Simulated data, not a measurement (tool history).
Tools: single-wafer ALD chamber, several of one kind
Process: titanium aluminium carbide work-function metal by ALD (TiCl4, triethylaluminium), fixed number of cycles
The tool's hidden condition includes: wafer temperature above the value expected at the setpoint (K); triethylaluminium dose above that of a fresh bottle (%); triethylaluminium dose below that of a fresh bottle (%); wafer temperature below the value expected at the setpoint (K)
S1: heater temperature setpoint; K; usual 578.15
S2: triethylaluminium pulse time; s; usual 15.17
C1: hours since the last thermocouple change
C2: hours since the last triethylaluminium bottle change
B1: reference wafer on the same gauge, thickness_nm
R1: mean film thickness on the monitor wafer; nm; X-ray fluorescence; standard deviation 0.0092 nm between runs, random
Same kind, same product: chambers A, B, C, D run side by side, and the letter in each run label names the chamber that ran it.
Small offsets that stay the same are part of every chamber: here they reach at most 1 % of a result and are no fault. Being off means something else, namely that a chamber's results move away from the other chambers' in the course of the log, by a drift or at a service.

{"run": "1B", "hour": 8.2, "S1": 578.15, "S2": 15.17, "C1": 2233.6, "C2": 951, "B1": 1.8109, "R1": 2.0856}
{"run": "2A", "hour": 21.6, "S1": 578.15, "S2": 15.17, "C1": 992.9, "C2": 1229.8, "B1": 1.8113, "R1": 2.0943}
{"run": "3C", "hour": 33.9, "S1": 578.15, "S2": 15.17, "C1": 1317.8, "C2": 344.5, "B1": 1.809, "R1": 2.1015}
{"run": "4D", "hour": 48.3, "S1": 578.15, "S2": 15.17, "C1": 1897.8, "C2": 1540.8, "B1": 1.8089, "R1": 2.1166}
{"hour": 49.7, "done": "chamber B: triethylaluminium bottle replaced"}
{"hour": 57.4, "done": "chamber D: triethylaluminium bottle replaced"}
{"run": "5A", "hour": 61.8, "S1": 578.15, "S2": 15.17, "C1": 1033.1, "C2": 1270, "B1": 1.8111, "R1": 2.0999}
{"run": "6B", "hour": 69.9, "S1": 578.15, "S2": 11.85, "C1": 2295.3, "C2": 20.3, "B1": 1.8094, "R1": 2.0836}
{"run": "7D", "hour": 82.9, "S1": 578.15, "S2": 11.85, "C1": 1932.4, "C2": 25.6, "B1": 1.8094, "R1": 2.095}
{"run": "8C", "hour": 92.3, "S1": 578.15, "S2": 11.85, "C1": 1376.2, "C2": 402.9, "B1": 1.8089, "R1": 2.0843}
{"run": "9A", "hour": 104.7, "S1": 578.15, "S2": 11.85, "C1": 1076, "C2": 1312.9, "B1": 1.8086, "R1": 2.0808}
{"run": "10B", "hour": 120.0, "S1": 578.15, "S2": 15.17, "C1": 2345.4, "C2": 70.4, "B1": 1.8109, "R1": 2.1114}
{"run": "11D", "hour": 136.0, "S1": 578.15, "S2": 15.17, "C1": 1985.5, "C2": 78.7, "B1": 1.8095, "R1": 2.1034}
{"run": "12C", "hour": 144.0, "S1": 578.15, "S2": 15.17, "C1": 1427.9, "C2": 454.6, "B1": 1.8118, "R1": 2.0934}
{"run": "13A", "hour": 156.7, "S1": 578.15, "S2": 15.17, "C1": 1128, "C2": 1364.9, "B1": 1.81, "R1": 2.1083}
{"run": "14B", "hour": 165.4, "S1": 578.15, "S2": 15.17, "C1": 2390.8, "C2": 115.8, "B1": 1.8111, "R1": 2.1159}
{"run": "15C", "hour": 179.8, "S1": 578.15, "S2": 15.17, "C1": 1463.7, "C2": 490.4, "B1": 1.8113, "R1": 2.0954}
{"run": "16D", "hour": 195.7, "S1": 578.15, "S2": 15.17, "C1": 2045.2, "C2": 138.4, "B1": 1.811, "R1": 2.1221}
{"run": "17B", "hour": 207.5, "S1": 578.15, "S2": 15.17, "C1": 2432.9, "C2": 157.9, "B1": 1.8093, "R1": 2.094}
{"run": "18A", "hour": 214.7, "S1": 578.15, "S2": 15.17, "C1": 1186, "C2": 1422.9, "B1": 1.811, "R1": 2.1286}
{"run": "19D", "hour": 229.4, "S1": 578.15, "S2": 15.17, "C1": 2078.9, "C2": 172.1, "B1": 1.8091, "R1": 2.1013}
{"run": "20C", "hour": 241.0, "S1": 578.15, "S2": 15.17, "C1": 1524.9, "C2": 551.6, "B1": 1.8104, "R1": 2.1089}
{"run": "21C", "hour": 253.0, "S1": 578.15, "S2": 15.17, "C1": 1536.9, "C2": 563.6, "B1": 1.8117, "R1": 2.0991}
{"hour": 266.8, "done": "chamber B: thermocouple changed; heater temperature recalibrated"}
{"run": "22B", "hour": 269.0, "S1": 578.15, "S2": 15.17, "C1": 2.3, "C2": 219.4, "B1": 1.8108, "R1": 2.0962}
{"run": "23D", "hour": 280.3, "S1": 578.15, "S2": 15.17, "C1": 2129.8, "C2": 223, "B1": 1.8085, "R1": 2.1055}
{"run": "24A", "hour": 289.9, "S1": 578.15, "S2": 15.17, "C1": 1261.2, "C2": 1498.1, "B1": 1.8106, "R1": 2.1227}
{"run": "25A", "hour": 297.9, "S1": 578.15, "S2": 15.17, "C1": 1269.2, "C2": 1506.1, "B1": 1.8093, "R1": 2.1276}
{"run": "26C", "hour": 307.9, "S1": 578.15, "S2": 15.17, "C1": 1591.8, "C2": 618.5, "B1": 1.8098, "R1": 2.1087}
{"run": "27B", "hour": 317.9, "S1": 578.15, "S2": 15.17, "C1": 51.2, "C2": 268.3, "B1": 1.811, "R1": 2.093}
{"run": "28D", "hour": 326.1, "S1": 578.15, "S2": 15.17, "C1": 2175.6, "C2": 268.8, "B1": 1.8109, "R1": 2.105}
{"run": "29A", "hour": 342.5, "S1": 578.15, "S2": 11.41, "C1": 1313.8, "C2": 1550.7, "B1": 1.8117, "R1": 2.0996}
{"run": "30B", "hour": 356.4, "S1": 578.15, "S2": 11.41, "C1": 89.7, "C2": 306.8, "B1": 1.8091, "R1": 2.063}
{"run": "31D", "hour": 371.7, "S1": 578.15, "S2": 11.41, "C1": 2221.2, "C2": 314.4, "B1": 1.8104, "R1": 2.0783}
{"run": "32C", "hour": 379.9, "S1": 578.15, "S2": 11.41, "C1": 1663.8, "C2": 690.5, "B1": 1.8112, "R1": 2.0712}
{"run": "33A", "hour": 390.9, "S1": 578.15, "S2": 15.17, "C1": 1362.2, "C2": 1599.1, "B1": 1.8084, "R1": 2.1463}

All chambers now run identical settings, listed one chamber a line with results as question marks. What results will each chamber show?
{"run": "34A", "hour": 402.8, "S1": 571.15, "S2": 15.17, "R1": "?"}
{"run": "34B", "hour": 402.8, "S1": 571.15, "S2": 15.17, "R1": "?"}
{"run": "34C", "hour": 402.8, "S1": 571.15, "S2": 15.17, "R1": "?"}
{"run": "34D", "hour": 402.8, "S1": 571.15, "S2": 15.17, "R1": "?"}

run=34A R1=2.0885
run=34B R1=2.048
run=34C R1=2.0436
run=34D R1=2.0623

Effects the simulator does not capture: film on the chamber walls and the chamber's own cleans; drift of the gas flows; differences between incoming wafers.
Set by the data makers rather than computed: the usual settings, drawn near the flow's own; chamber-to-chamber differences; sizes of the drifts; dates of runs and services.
